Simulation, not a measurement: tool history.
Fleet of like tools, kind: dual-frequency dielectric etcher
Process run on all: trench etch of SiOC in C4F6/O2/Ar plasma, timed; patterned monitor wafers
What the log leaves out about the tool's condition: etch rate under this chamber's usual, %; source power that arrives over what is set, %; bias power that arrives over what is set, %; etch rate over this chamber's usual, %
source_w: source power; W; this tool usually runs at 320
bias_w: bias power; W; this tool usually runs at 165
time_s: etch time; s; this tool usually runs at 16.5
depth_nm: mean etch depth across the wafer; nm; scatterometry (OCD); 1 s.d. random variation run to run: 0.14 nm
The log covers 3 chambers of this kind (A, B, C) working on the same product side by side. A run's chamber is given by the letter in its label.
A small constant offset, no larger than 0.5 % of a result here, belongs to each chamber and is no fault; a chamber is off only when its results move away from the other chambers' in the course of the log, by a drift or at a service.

| run | hour | source_w | bias_w | time_s | hours since the last wet clean | hours since the last source power generator calibration | hours since the last bias power generator calibration | read-back reference wafer on the same gauge, depth_nm | depth_nm |
|---|---|---|---|---|---|---|---|---|---|
| 1B | 3.2 | 320 | 165 | 16.5 | 222.9 | 1254.2 | 587.1 | 28.113 | 30.540 |
| 2A | 6.2 | 320 | 165 | 16.5 | 103.7 | 142.1 | 565.2 | 28.099 | 30.483 |
| 3C | 9.1 | 320 | 165 | 16.5 | 187.8 | 2012.7 | 1468.8 | 28.099 | 30.557 |
| 4C | 12.3 | 320 | 165 | 16.5 | 191.0 | 2015.9 | 1472.0 | 28.106 | 30.942 |
| 5A | 16.8 | 320 | 165 | 16.5 | 114.3 | 152.7 | 575.8 | 28.097 | 30.287 |
| 6B | 20.1 | 320 | 165 | 16.5 | 239.8 | 1271.1 | 604.0 | 28.116 | 30.646 |
| 7C | 23.6 | 320 | 165 | 16.5 | 202.3 | 2027.2 | 1483.3 | 28.143 | 30.830 |
| 8A | 27.0 | 320 | 165 | 16.5 | 124.5 | 162.9 | 586.0 | 28.100 | 30.378 |
| 9B | 30.4 | 400 | 165 | 13.5 | 250.1 | 1281.4 | 614.3 | 28.091 | 27.345 |
| 10A | 33.4 | 400 | 165 | 13.5 | 130.9 | 169.3 | 592.4 | 28.141 | 27.245 |
| 11B | 37.0 | 400 | 165 | 13.5 | 256.7 | 1288.0 | 620.9 | 28.109 | 27.175 |
| 12C | 40.3 | 320 | 165 | 16.5 | 219.0 | 2043.9 | 1500.0 | 28.097 | 30.794 |
| 13C | 42.9 | 320 | 165 | 16.5 | 221.6 | 2046.5 | 1502.6 | 28.066 | 30.884 |
| 14A | 47.9 | 320 | 165 | 16.5 | 145.4 | 183.8 | 606.9 | 28.101 | 30.616 |
| 15B | 50.5 | 320 | 165 | 16.5 | 270.2 | 1301.5 | 634.4 | 28.087 | 30.599 |
| 16B | 53.7 | 320 | 165 | 16.5 | 273.4 | 1304.7 | 637.6 | 28.133 | 30.462 |
| 17A | 56.3 | 320 | 165 | 16.5 | 153.8 | 192.2 | 615.3 | 28.072 | 30.729 |
| 18C | 60.7 | 320 | 165 | 16.5 | 239.4 | 2064.3 | 1520.4 | 28.096 | 30.830 |
| 19C | 65.7 | 270 | 165 | 21.0 | 244.4 | 2069.3 | 1525.4 | 28.126 | 36.930 |
| 20A | 67.9 | 270 | 165 | 21.0 | 165.4 | 203.8 | 626.9 | 28.114 | 35.689 |
| 21B | 72.7 | 270 | 165 | 21.0 | 292.4 | 1323.7 | 656.6 | 28.120 | 36.305 |
| 22B | 77.6 | 320 | 165 | 16.5 | 297.3 | 1328.6 | 661.5 | 28.103 | 30.555 |
| 23A | 82.2 | 320 | 165 | 16.5 | 179.7 | 218.1 | 641.2 | 28.097 | 30.034 |
| 24C | 86.1 | 320 | 165 | 16.5 | 264.8 | 2089.7 | 1545.8 | 28.106 | 30.764 |
| 25B | 89.8 | 320 | 165 | 16.5 | 309.5 | 1340.8 | 673.7 | 28.094 | 30.416 |
| 26A | 94.8 | 320 | 165 | 16.5 | 192.3 | 230.7 | 653.8 | 28.098 | 29.892 |
| 27C | 98.8 | 320 | 165 | 21.0 | 277.5 | 2102.4 | 1558.5 | 28.107 | 39.121 |
| 28A | 102.8 | 320 | 165 | 21.0 | 200.3 | 238.7 | 661.8 | 28.088 | 38.119 |
| 29C | 105.9 | 320 | 165 | 21.0 | 284.6 | 2109.5 | 1565.6 | 28.086 | 38.924 |
| 30B | 108.6 | 320 | 165 | 16.5 | 328.3 | 1359.6 | 692.5 | 28.105 | 30.463 |
| 31A | 111.8 | 320 | 165 | 16.5 | 209.3 | 247.7 | 670.8 | 28.136 | 29.825 |
| 32B | 115.1 | 320 | 165 | 16.5 | 334.8 | 1366.1 | 699.0 | 28.122 | 30.832 |
| 33C | 119.6 | 320 | 165 | 16.5 | 298.3 | 2123.2 | 1579.3 | 28.093 | 30.943 |
| 34C | 124.7 | 380 | 165 | 20.0 | 303.4 | 2128.3 | 1584.4 | 28.098 | 39.916 |
| 35A | 128.0 | 380 | 165 | 20.0 | 225.5 | 263.9 | 687.0 | 28.123 | 38.557 |
| 36B | 131.6 | 380 | 165 | 20.0 | 351.3 | 1382.6 | 715.5 | 28.111 | 39.495 |
| 37C | 136.5 | 320 | 165 | 16.5 | 315.2 | 2140.1 | 1596.2 | 28.085 | 30.942 |
| 38A | 141.2 | 280 | 184 | 16.5 | 238.7 | 277.1 | 700.2 | 28.085 | 28.983 |
| 39B | 145.4 | 280 | 184 | 16.5 | 365.1 | 1396.4 | 729.3 | 28.059 | 30.127 |
| 40A | 148.7 | 280 | 184 | 16.5 | 246.2 | 284.6 | 707.7 | 28.067 | 28.911 |
| 41B | 152.6 | 320 | 165 | 16.5 | 372.3 | 1403.6 | 736.5 | 28.121 | 30.440 |
| 42C | 157.3 | 320 | 165 | 16.5 | 336.0 | 2160.9 | 1617.0 | 28.075 | 30.805 |
| 43A | 161.1 | 320 | 165 | 16.5 | 258.6 | 297.0 | 720.1 | 28.105 | 29.398 |
| 44C | 164.3 | 320 | 165 | 16.5 | 343.0 | 2167.9 | 1624.0 | 28.091 | 30.836 |

Which is it: a chamber that has drifted or been left off by a service, a gauge drift common to all chambers, or only each chamber's usual small offset? If a chamber is off, name it and its likeliest cause.

One chamber, A, drifts off from the rest bit by bit.
Likeliest cause: etch rate under this chamber's usual, % = 4.31.

Here are 4 candidates for chamber A's next run, each the usual settings with a change, their results left as question marks. Which one brings its results back in line with what the others give on the usual settings?
Counts as in line when no further than this from what the other chambers average on the usual settings: depth_nm 0.490 nm
| 45A-1 | 167.9 | 320 | 215 | 16.5 |  |  |  |  | ? |
| 45A-2 | 167.9 | 280 | 147 | 16.5 |  |  |  |  | ? |
| 45A-3 | 167.9 | 340 | 175 | 16.5 |  |  |  |  | ? |
| 45A-4 | 167.9 | 300 | 155 | 16.5 |  |  |  |  | ? |

On the usual settings, the other chambers give on average: depth_nm 30.682 nm
| run | depth_nm |
|---|---|
| 45A-1 | 31.862 |
| 45A-2 | 26.711 |
| 45A-3 | 30.476 |
| 45A-4 | 27.911 |
With 45A-3, the chamber falls back in line with the rest.
